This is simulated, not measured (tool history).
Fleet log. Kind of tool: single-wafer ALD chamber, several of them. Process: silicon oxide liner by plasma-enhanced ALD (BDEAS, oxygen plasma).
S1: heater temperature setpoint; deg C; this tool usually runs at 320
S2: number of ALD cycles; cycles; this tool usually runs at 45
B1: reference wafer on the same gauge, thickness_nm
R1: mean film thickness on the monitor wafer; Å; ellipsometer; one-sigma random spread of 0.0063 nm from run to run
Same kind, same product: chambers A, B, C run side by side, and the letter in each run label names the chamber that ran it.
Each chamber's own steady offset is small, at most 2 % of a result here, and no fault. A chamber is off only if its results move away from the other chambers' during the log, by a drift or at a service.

{"run": "1C", "hour": 6.8, "S1": 320, "S2": 45, "B1": 4.4396, "R1": 40.635}
{"run": "2A", "hour": 13.7, "S1": 320, "S2": 45, "B1": 4.44, "R1": 40.207}
{"run": "3B", "hour": 22.9, "S1": 320, "S2": 45, "B1": 4.441, "R1": 39.912}
{"run": "4A", "hour": 30.2, "S1": 320, "S2": 45, "B1": 4.4438, "R1": 40.189}
{"run": "5B", "hour": 37.7, "S1": 320, "S2": 45, "B1": 4.4427, "R1": 40.075}
{"run": "6C", "hour": 45.7, "S1": 320, "S2": 45, "B1": 4.4404, "R1": 40.701}
{"run": "7A", "hour": 54.5, "S1": 320, "S2": 45, "B1": 4.4432, "R1": 40.192}
{"run": "8B", "hour": 66.8, "S1": 320, "S2": 45, "B1": 4.4444, "R1": 40.064}
{"run": "9C", "hour": 76.1, "S1": 320, "S2": 45, "B1": 4.4443, "R1": 40.824}
{"run": "10B", "hour": 89.6, "S1": 320, "S2": 45, "B1": 4.4458, "R1": 40.039}
{"run": "11A", "hour": 102.4, "S1": 320, "S2": 41, "B1": 4.4459, "R1": 36.635}
{"run": "12C", "hour": 113.8, "S1": 320, "S2": 41, "B1": 4.4488, "R1": 37.211}
{"run": "13C", "hour": 124.1, "S1": 320, "S2": 41, "B1": 4.4484, "R1": 37.263}
{"run": "14B", "hour": 138.0, "S1": 320, "S2": 45, "B1": 4.4492, "R1": 40.034}
{"run": "15A", "hour": 152.7, "S1": 320, "S2": 45, "B1": 4.4505, "R1": 40.26}
{"run": "16B", "hour": 163.6, "S1": 320, "S2": 45, "B1": 4.4504, "R1": 40.113}
{"run": "17C", "hour": 171.9, "S1": 320, "S2": 45, "B1": 4.4509, "R1": 40.915}
{"run": "18A", "hour": 185.5, "S1": 320, "S2": 45, "B1": 4.4524, "R1": 40.186}
{"run": "19C", "hour": 196.2, "S1": 320, "S2": 45, "B1": 4.4542, "R1": 40.762}
{"run": "20B", "hour": 211.1, "S1": 320, "S2": 45, "B1": 4.4534, "R1": 40.147}
{"run": "21A", "hour": 219.5, "S1": 330, "S2": 40, "B1": 4.4558, "R1": 35.333}
{"run": "22A", "hour": 229.6, "S1": 330, "S2": 40, "B1": 4.4534, "R1": 35.234}
{"run": "23B", "hour": 242.1, "S1": 330, "S2": 40, "B1": 4.4581, "R1": 35.169}
{"run": "24C", "hour": 254.6, "S1": 320, "S2": 45, "B1": 4.456, "R1": 41.036}
{"run": "25C", "hour": 265.1, "S1": 320, "S2": 45, "B1": 4.4561, "R1": 40.956}
{"run": "26A", "hour": 277.2, "S1": 320, "S2": 45, "B1": 4.4572, "R1": 40.34}
{"run": "27B", "hour": 288.8, "S1": 320, "S2": 45, "B1": 4.4591, "R1": 40.09}
{"run": "28A", "hour": 303.1, "S1": 320, "S2": 45, "B1": 4.4607, "R1": 40.341}
{"run": "29C", "hour": 315.1, "S1": 320, "S2": 45, "B1": 4.4609, "R1": 40.893}
{"run": "30B", "hour": 323.4, "S1": 334, "S2": 45, "B1": 4.4612, "R1": 39.37}
{"run": "31B", "hour": 331.9, "S1": 334, "S2": 45, "B1": 4.4625, "R1": 39.306}
{"run": "32A", "hour": 341.7, "S1": 334, "S2": 45, "B1": 4.4625, "R1": 39.465}
{"run": "33C", "hour": 354.1, "S1": 320, "S2": 45, "B1": 4.4624, "R1": 40.851}
{"run": "34B", "hour": 366.8, "S1": 320, "S2": 49, "B1": 4.462, "R1": 43.703}
{"hour": 380.9, "done": "chamber B: thermocouple changed; heater temperature recalibrated"}
{"run": "35A", "hour": 381.6, "S1": 320, "S2": 49, "B1": 4.4636, "R1": 43.94}
{"hour": 386.9, "done": "chamber C: thermocouple changed; heater temperature recalibrated"}
{"run": "36C", "hour": 395.6, "S1": 320, "S2": 49, "B1": 4.4635, "R1": 44.582}
{"run": "37C", "hour": 402.5, "S1": 320, "S2": 45, "B1": 4.4673, "R1": 40.832}
{"run": "38B", "hour": 416.0, "S1": 320, "S2": 45, "B1": 4.4654, "R1": 40.323}
{"run": "39A", "hour": 426.0, "S1": 320, "S2": 45, "B1": 4.468, "R1": 40.445}

Which is it: a chamber that has drifted or been left off by a service, a gauge drift common to all chambers, or only each chamber's usual small offset? If a chamber is off, name it and its likeliest cause.

No chamber is off; the gauge reading every chamber's wafers drifts, which makes the whole fleet appear to move together.
Cause: gauge reads high (%) = 0.638.
